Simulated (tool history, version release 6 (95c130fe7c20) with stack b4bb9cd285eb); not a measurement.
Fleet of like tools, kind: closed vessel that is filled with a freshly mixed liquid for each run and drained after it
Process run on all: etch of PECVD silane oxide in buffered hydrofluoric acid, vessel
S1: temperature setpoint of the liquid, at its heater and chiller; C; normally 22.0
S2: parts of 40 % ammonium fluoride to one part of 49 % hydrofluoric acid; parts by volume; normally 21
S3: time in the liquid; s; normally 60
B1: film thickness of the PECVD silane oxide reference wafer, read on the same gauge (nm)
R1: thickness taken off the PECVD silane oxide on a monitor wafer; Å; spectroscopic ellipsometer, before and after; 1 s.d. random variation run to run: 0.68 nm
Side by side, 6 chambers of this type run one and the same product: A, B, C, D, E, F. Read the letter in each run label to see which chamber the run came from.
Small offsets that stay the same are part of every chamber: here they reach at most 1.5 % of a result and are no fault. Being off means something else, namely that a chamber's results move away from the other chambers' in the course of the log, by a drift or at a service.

Run 1B, hour 3.7: usual settings; B1 130.02. Result: R1 1222.70 Å.
Run 2C, hour 7.1: usual settings; B1 129.98. Result: R1 1262.20 Å.
Run 3A, hour 12.9: usual settings; B1 129.99. Result: R1 1251.80 Å.
Run 4E, hour 15.6: usual settings; B1 130.00. Result: R1 1222.40 Å.
Run 5F, hour 20.2: usual settings; B1 129.99. Result: R1 1244.60 Å.
Run 6D, hour 25.7: usual settings; B1 130.02. Result: R1 1228.10 Å.
Run 7F, hour 30.7: usual settings; B1 129.99. Result: R1 1232.10 Å.
Run 8C, hour 35.9: usual settings; B1 130.02. Result: R1 1247.20 Å.
Run 9A, hour 39.9: usual settings; B1 129.99. Result: R1 1239.50 Å.
Run 10D, hour 43.0: usual settings; B1 130.01. Result: R1 1225.70 Å.
Run 11B, hour 46.1: usual settings; B1 130.00. Result: R1 1223.00 Å.
Run 12E, hour 51.6: usual settings; B1 130.01. Result: R1 1223.30 Å.
Run 13E, hour 56.2: usual settings; B1 130.01. Result: R1 1209.20 Å.
Run 14D, hour 60.0: usual settings; B1 130.01. Result: R1 1235.40 Å.
Run 15F, hour 66.4: usual settings; B1 130.04. Result: R1 1219.20 Å.
Run 16B, hour 71.3: usual settings; B1 130.00. Result: R1 1220.50 Å.
Run 17A, hour 76.3: usual settings but S1 17.0 C, S3 90 s; B1 129.98. Result: R1 1423.20 Å.
Run 18C, hour 81.8: usual settings but S1 17.0 C, S3 90 s; B1 129.99. Result: R1 1386.50 Å.
Run 19A, hour 84.9: usual settings but S1 17.0 C, S3 90 s; B1 130.03. Result: R1 1404.20 Å.
Run 20E, hour 87.8: usual settings but S1 17.0 C, S3 90 s; B1 130.00. Result: R1 1371.70 Å.
Run 21F, hour 92.9: usual settings but S1 17.0 C, S3 90 s; B1 130.00. Result: R1 1398.90 Å.
Run 22B, hour 97.5: usual settings but S1 17.0 C, S3 90 s; B1 129.98. Result: R1 1396.50 Å.
Run 23D, hour 100.9: usual settings; B1 129.98. Result: R1 1233.40 Å.
Run 24C, hour 106.5: usual settings; B1 129.98. Result: R1 1244.50 Å.
Run 25B, hour 112.4: usual settings but S1 24.5 C, S3 40 s; B1 129.99. Result: R1 928.87 Å.
Run 26A, hour 118.0: usual settings but S1 24.5 C, S3 40 s; B1 130.06. Result: R1 920.88 Å.
Run 27E, hour 121.5: usual settings but S1 24.5 C, S3 40 s; B1 130.02. Result: R1 938.03 Å.
Run 28D, hour 126.7: usual settings but S1 24.5 C, S3 40 s; B1 129.96. Result: R1 934.37 Å.
Run 29C, hour 129.5: usual settings but S1 24.5 C, S3 40 s; B1 130.04. Result: R1 948.49 Å.
Run 30F, hour 135.6: usual settings but S1 24.5 C, S3 40 s; B1 130.01. Result: R1 944.85 Å.
Run 31C, hour 139.8: usual settings but S1 24.0 C, S3 30 s; B1 130.00. Result: R1 696.98 Å.
Run 32B, hour 144.7: usual settings but S1 24.0 C, S3 30 s; B1 129.99. Result: R1 686.70 Å.
Run 33D, hour 147.8: usual settings but S1 24.0 C, S3 30 s; B1 130.00. Result: R1 683.30 Å.
Run 34A, hour 152.8: usual settings but S1 24.0 C, S3 30 s; B1 130.00. Result: R1 658.33 Å.
Run 35F, hour 157.9: usual settings but S1 24.0 C, S3 30 s; B1 130.01. Result: R1 681.48 Å.
Run 36E, hour 163.9: usual settings but S1 24.0 C, S3 30 s; B1 130.01. Result: R1 676.02 Å.
Run 37C, hour 166.7: usual settings; B1 129.96. Result: R1 1243.20 Å.
Run 38A, hour 170.0: usual settings; B1 130.01. Result: R1 1165.90 Å.
Run 39B, hour 174.7: usual settings; B1 129.97. Result: R1 1228.90 Å.

Is one chamber off against the others, does the gauge drift, or is nothing wrong? If a chamber is off, say which, and what the likeliest cause is.

Little by little, chamber A moves away from the other chambers.
Cause: hydrofluoric acid flow below the setpoint (%) = 10.2.
It could be hard to tell apart here from: liquid colder than its thermometer reads (K).

Below are 4 candidate recipes for chamber A's next run, each the usual settings with a change, their results shown as question marks. Which of them brings A's results back in line with what the other chambers give on the usual settings?
To be in line, a result may differ from the other chambers' mean on the usual settings by at most: R1 24.00 Å
Run 40A-1, hour 179.3: usual settings but S2 23.0 parts by volume. Result: R1 ?.
Run 40A-2, hour 179.3: usual settings but S2 20.5 parts by volume. Result: R1 ?.
Run 40A-3, hour 179.3: usual settings but S1 22.5 C, S2 20.0 parts by volume. Result: R1 ?.
Run 40A-4, hour 179.3: usual settings but S2 21.5 parts by volume. Result: R1 ?.

Other chambers, usual settings, mean: R1 1228.90 Å
  run       R1
40A-1  1084.20
40A-2  1175.20
40A-3  1228.60
40A-4  1136.60
With 40A-3, the chamber falls back in line with the rest.
